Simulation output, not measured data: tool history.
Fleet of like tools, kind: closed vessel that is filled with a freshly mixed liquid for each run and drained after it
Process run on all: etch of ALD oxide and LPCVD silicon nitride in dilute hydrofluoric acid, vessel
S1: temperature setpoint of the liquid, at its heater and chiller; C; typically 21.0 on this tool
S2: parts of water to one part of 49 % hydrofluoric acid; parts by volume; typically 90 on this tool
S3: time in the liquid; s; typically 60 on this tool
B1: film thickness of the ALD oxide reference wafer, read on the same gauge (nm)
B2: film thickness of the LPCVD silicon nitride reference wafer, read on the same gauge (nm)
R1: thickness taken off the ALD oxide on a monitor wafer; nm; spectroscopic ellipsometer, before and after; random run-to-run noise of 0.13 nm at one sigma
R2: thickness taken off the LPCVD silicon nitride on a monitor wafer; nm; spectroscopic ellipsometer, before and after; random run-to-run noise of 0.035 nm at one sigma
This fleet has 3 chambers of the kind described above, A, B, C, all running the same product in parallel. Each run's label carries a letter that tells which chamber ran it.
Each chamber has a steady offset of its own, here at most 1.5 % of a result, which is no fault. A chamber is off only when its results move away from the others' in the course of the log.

run	hour	S1	S2	S3	B1	B2	R1	R2
1B	4.1	21.0	90	60	39.984	30.034	15.924	0.33844
2C	13.1	21.0	90	60	39.999	30.032	16.458	0.31514
3A	18.8	21.0	90	60	40.008	29.945	16.039	0.29883
4C	24.7	21.0	90	60	40.003	30.025	16.397	0.26720
5A	32.1	21.0	90	60	39.990	29.940	16.195	0.24825
6B	36.3	21.0	50	95	40.008	30.022	48.465	0.89702
7A	40.7	21.0	50	95	39.994	30.002	49.214	0.73551
8B	49.9	21.0	50	95	39.977	30.017	48.410	0.94304
9C	56.0	21.0	90	60	39.988	30.042	16.244	0.32873
10A	60.7	21.0	90	60	40.017	30.031	16.427	0.31782
11B	65.1	21.0	90	60	40.002	29.998	16.060	0.36997
12C	72.9	21.0	60	45	40.001	29.999	19.267	0.29821
13C	78.3	21.0	60	45	39.985	29.994	18.854	0.34797
14A	84.1	21.0	60	45	40.014	30.018	18.702	0.32933
15B	89.0	21.0	90	60	39.998	30.005	15.863	0.25286
16B	95.9	21.0	90	60	40.003	30.000	16.088	0.35842
17A	102.1	21.0	90	60	40.011	29.986	15.989	0.27985
18C	111.4	21.0	90	60	39.990	29.982	16.159	0.30354
19A	120.5	21.0	90	60	40.014	30.008	15.969	0.28630
20C	128.0	21.0	90	60	39.989	29.966	16.082	0.36047
21B	135.1	21.0	90	60	40.017	30.008	15.849	0.31134
22C	140.7	21.0	90	60	40.012	29.991	16.006	0.31358
23A	145.9	21.0	90	60	40.001	30.053	16.089	0.32380
24B	154.9	21.0	90	60	39.997	30.050	15.582	0.29956
25C	162.7	21.0	90	60	40.002	30.010	16.558	0.28469
26B	169.2	21.0	90	60	40.013	29.977	15.478	0.29303
27A	177.1	21.0	90	60	39.980	30.046	15.913	0.28256
28B	184.9	17.0	90	60	40.007	30.006	12.916	0.21200
29A	190.3	17.0	90	60	40.003	29.990	13.533	0.22014
30C	197.7	17.0	90	60	39.998	30.058	13.994	0.24118
31A	205.3	19.5	90	85	40.008	30.027	21.589	0.40738
32C	211.7	19.5	90	85	39.995	30.033	21.606	0.40309
33B	219.6	19.5	90	85	40.005	29.977	19.756	0.38599
34C	225.4	21.0	90	60	39.997	30.018	16.306	0.28127
35A	229.8	21.0	90	60	40.002	29.950	16.160	0.26509
36B	239.0	21.0	55	30	40.000	30.008	12.896	0.22584
37C	245.3	21.0	55	30	39.998	30.000	13.824	0.25285
38B	252.2	21.0	55	30	39.991	29.954	12.591	0.22792
39A	261.2	21.0	90	60	40.001	30.025	16.109	0.30851
40A	265.9	21.0	90	60	39.991	30.077	15.971	0.29874

Each of the 3 chambers runs these same settings next. Fill in every chamber's results:
41A	272.7	18.0	90	60			?	?
41B	272.7	18.0	90	60			?	?
41C	272.7	18.0	90	60			?	?

run	R1	R2
41A	14.151	0.25570
41B	12.672	0.24012
41C	14.424	0.22859

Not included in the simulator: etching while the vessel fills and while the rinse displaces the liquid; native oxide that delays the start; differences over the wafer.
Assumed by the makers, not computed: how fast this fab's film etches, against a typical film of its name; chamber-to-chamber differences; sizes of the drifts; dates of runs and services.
